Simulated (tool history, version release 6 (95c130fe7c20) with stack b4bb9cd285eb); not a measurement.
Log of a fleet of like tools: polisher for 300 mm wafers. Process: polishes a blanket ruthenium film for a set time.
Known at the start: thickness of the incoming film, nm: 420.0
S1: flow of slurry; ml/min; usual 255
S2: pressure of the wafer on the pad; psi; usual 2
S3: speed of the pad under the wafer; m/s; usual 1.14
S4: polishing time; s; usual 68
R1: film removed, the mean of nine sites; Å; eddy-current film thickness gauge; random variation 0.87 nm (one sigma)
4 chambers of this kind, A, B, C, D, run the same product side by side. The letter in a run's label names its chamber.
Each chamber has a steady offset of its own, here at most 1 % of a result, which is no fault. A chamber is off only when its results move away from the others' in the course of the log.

run,hour,S1,S2,S3,S4,R1
1D,12,255,2,1.14,68,886.14
2A,20.5,255,2,1.14,68,899.59
# hour 32.9: chamber A: worn pad replaced by a new one
3C,34.6,255,2,1.14,68,899.17
# hour 36: chamber B: worn pad replaced by a new one
4B,46,255,2,1.14,68,892.78
# hour 51.6: chamber C: head pressure recalibrated
# hour 52.2: chamber A: slurry nozzle cleaned
# hour 53.2: chamber C: worn pad replaced by a new one
5A,54.8,255,2,1.14,68,898.97
6D,68.4,255,2,1.14,68,890.6
7B,80,255,2,1.14,68,895.47
8C,93.6,255,2,1.14,68,900.48
9A,106.9,255,2,1.14,68,885.96
# hour 111.5: chamber B: worn pad replaced by a new one
# hour 113.2: chamber A: worn pad replaced by a new one
10C,115.3,255,2,1.14,68,893.93
11B,129,205,1.6,1.14,68,699.28
# hour 130.3: chamber C: worn pad replaced by a new one
12D,141.6,205,1.6,1.14,68,696.23
13A,147.9,205,1.6,1.14,68,694.55
14D,159.2,205,1.6,1.14,68,693.4
15B,168.9,255,2,1.14,68,885.49
16C,183,255,2,1.14,68,873.13
# hour 183.1: chamber B: worn pad replaced by a new one
# hour 186.8: chamber A: worn pad replaced by a new one
17D,189.8,295,2,1.3,68,1015.2
# hour 191.2: chamber D: slurry nozzle cleaned
18C,196.9,295,2,1.3,68,1021.6
19B,205.7,295,2,1.3,68,1046.9
20A,219.6,295,2,1.3,68,1030.1
# hour 221.7: chamber C: worn pad replaced by a new one
21C,230.6,255,2,1.14,68,898.85
22A,237.5,255,1.7,1.14,61,679.49
23B,246.7,255,1.7,1.14,61,687.46
24D,260.8,255,1.7,1.14,61,669.13
# hour 262: chamber A: worn pad replaced by a new one
# hour 268.4: chamber B: worn pad replaced by a new one
# hour 268.7: chamber A: slurry nozzle cleaned
25C,272.2,255,1.7,1.14,61,678.18
26D,285.6,255,2,1.14,68,869.72
# hour 293.8: chamber C: worn pad replaced by a new one
27A,295.5,255,1.5,1.14,45,445.66
28B,302.9,255,1.5,1.14,45,445.74
29A,311.1,255,1.5,1.14,45,447.12
30B,322.1,255,1.5,1.14,45,443
31D,330.1,255,2,1.14,68,842.71
32C,341.2,255,2,1.14,68,877.96
# hour 343.2: chamber B: worn pad replaced by a new one
# hour 345.4: chamber A: worn pad replaced by a new one
33D,354.6,255,2,1.14,68,824.44
34C,362.7,255,2,1.14,68,890.75
35B,374.2,255,2,1.14,68,883.22
36A,381.5,255,2,1.14,68,894.2
# hour 386.3: chamber C: worn pad replaced by a new one
37C,394.1,255,2,0.84,47,456.13
38A,404.5,255,2,0.84,47,446.05

All 4 chambers run these settings next. Forecast each chamber's results:
39A,414.8,255,2,1.14,49,?
39B,414.8,255,2,1.14,49,?
39C,414.8,255,2,1.14,49,?
39D,414.8,255,2,1.14,49,?

run,R1
39A,638.72
39B,637.83
39C,638.77
39D,600.51
